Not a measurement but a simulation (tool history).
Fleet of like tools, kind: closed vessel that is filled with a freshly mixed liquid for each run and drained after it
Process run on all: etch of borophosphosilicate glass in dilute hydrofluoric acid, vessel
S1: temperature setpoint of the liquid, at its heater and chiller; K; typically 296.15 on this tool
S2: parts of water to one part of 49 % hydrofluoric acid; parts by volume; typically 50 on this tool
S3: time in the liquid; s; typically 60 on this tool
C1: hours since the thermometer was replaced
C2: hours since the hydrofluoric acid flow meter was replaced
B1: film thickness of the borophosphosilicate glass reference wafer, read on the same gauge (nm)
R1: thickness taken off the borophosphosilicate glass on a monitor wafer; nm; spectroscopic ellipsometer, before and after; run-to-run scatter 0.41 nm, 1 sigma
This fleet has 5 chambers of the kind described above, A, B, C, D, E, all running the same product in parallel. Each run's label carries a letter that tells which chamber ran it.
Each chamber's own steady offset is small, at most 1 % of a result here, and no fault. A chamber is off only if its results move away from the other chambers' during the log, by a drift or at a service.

run,hour,S1,S2,S3,C1,C2,B1,R1
1A,13,296.15,50,60,2356.8,883.6,130.02,88.802
2E,25.2,296.15,50,60,145,905.1,130.02,88.856
3B,31.9,296.15,50,60,467,758.6,130.01,89.439
4D,42.8,296.15,50,60,609.4,2086,129.98,90.413
5C,54.5,296.15,50,60,1311.2,946.1,129.99,90.043
6D,63,296.15,50,60,629.6,2106.2,130,89.954
7A,71.2,296.15,50,60,2415,941.8,129.99,88.306
8B,82.2,296.15,30,90,517.3,808.9,130,225.72
9C,89.8,296.15,30,90,1346.5,981.4,130.01,228.29
10E,99.3,296.15,30,90,219.1,979.2,129.98,226.17
11E,109.3,296.15,30,90,229.1,989.2,129.99,225.09
12C,120.8,296.15,30,90,1377.5,1012.4,130.01,228.59
13A,134.3,296.15,50,60,2478.1,1004.9,130.02,87.344
14B,145.5,296.15,50,60,580.6,872.2,130,88.151
15D,151.8,296.15,50,60,718.4,2195,130.01,89.139
16B,165.4,296.15,50,60,600.5,892.1,130,88.227
17E,176.3,296.15,50,60,296.1,1056.2,130.02,88.665
# hour 180.2: chamber A: thermometer replaced
18C,183.2,296.15,50,60,1439.9,1074.8,130.01,87.966
19A,192,299.65,50,60,11.8,1062.6,129.99,100.6
20D,204.6,299.65,50,60,771.2,2247.8,130,103.64
# hour 205.1: chamber D: thermometer replaced
21C,212.3,299.65,50,60,1469,1103.9,129.99,101.69
22A,224.9,299.65,50,60,44.7,1095.5,130.01,101.48
23D,233.8,299.65,50,60,28.7,2277,130.01,104.29
24E,243.7,296.15,50,60,363.5,1123.6,130.01,88.745
25B,253.8,296.15,35,60,688.9,980.5,129.99,127.92
26E,264.8,296.15,35,60,384.6,1144.7,130,129.01
27B,277.4,296.15,35,60,712.5,1004.1,130.02,128.11
28C,284.9,296.15,35,60,1541.6,1176.5,130.01,126.27
29D,291.1,296.15,35,60,86,2334.3,130,131.09
30A,300.4,296.15,50,60,120.2,1171,130,88.545
31D,307.7,296.15,50,60,102.6,2350.9,129.97,90.46
32A,318.8,296.15,50,60,138.6,1189.4,129.99,87.889
33E,324.7,296.15,50,60,444.5,1204.6,129.99,89.382
34C,333.7,296.15,50,60,1590.4,1225.3,130.01,85.48
35B,341.7,296.15,50,60,776.8,1068.4,130,88.713
36B,348.9,296.15,50,60,784,1075.6,130,88.179
37D,356.1,296.15,50,60,151,2399.3,129.98,89.857
38E,364.3,296.15,50,60,484.1,1244.2,130,89.113
39C,375.9,296.15,50,60,1632.6,1267.5,130.01,85.399
40A,383.6,296.15,50,60,203.4,1254.2,130,88.626
41D,390.2,296.15,50,60,185.1,2433.4,129.99,90.031
42B,399.7,296.15,50,60,834.8,1126.4,129.98,88.777

Has any chamber moved away from the others, gradually or after a service, or does the common gauge drift, or do the chambers differ only by their own small steady offsets? State the chamber and the most likely cause if one applies.

Chamber C drifts away from the others.
Most likely cause: hydrofluoric acid flow below the setpoint (%) = 4.81.
It could be hard to tell apart here from: liquid colder than its thermometer reads (K).

Here are 4 candidates for chamber C's next run, each the usual settings with a change, their results left as question marks. Which one brings its results back in line with what the others give on the usual settings?
In line here means within this much of the mean the other chambers give on the usual settings: R1 1.4 nm
43C-1,409.5,296.65,50,60,,,,?
43C-2,409.5,297.15,50,60,,,,?
43C-3,409.5,295.65,50,60,,,,?
43C-4,409.5,295.15,50,60,,,,?

Average result of the remaining chambers running the usual settings: R1 88.933 nm
run,R1
43C-1,87.02
43C-2,88.829
43C-3,83.422
43C-4,81.703
The answer is 43C-2, which returns the chamber to within the allowed miss of the others.

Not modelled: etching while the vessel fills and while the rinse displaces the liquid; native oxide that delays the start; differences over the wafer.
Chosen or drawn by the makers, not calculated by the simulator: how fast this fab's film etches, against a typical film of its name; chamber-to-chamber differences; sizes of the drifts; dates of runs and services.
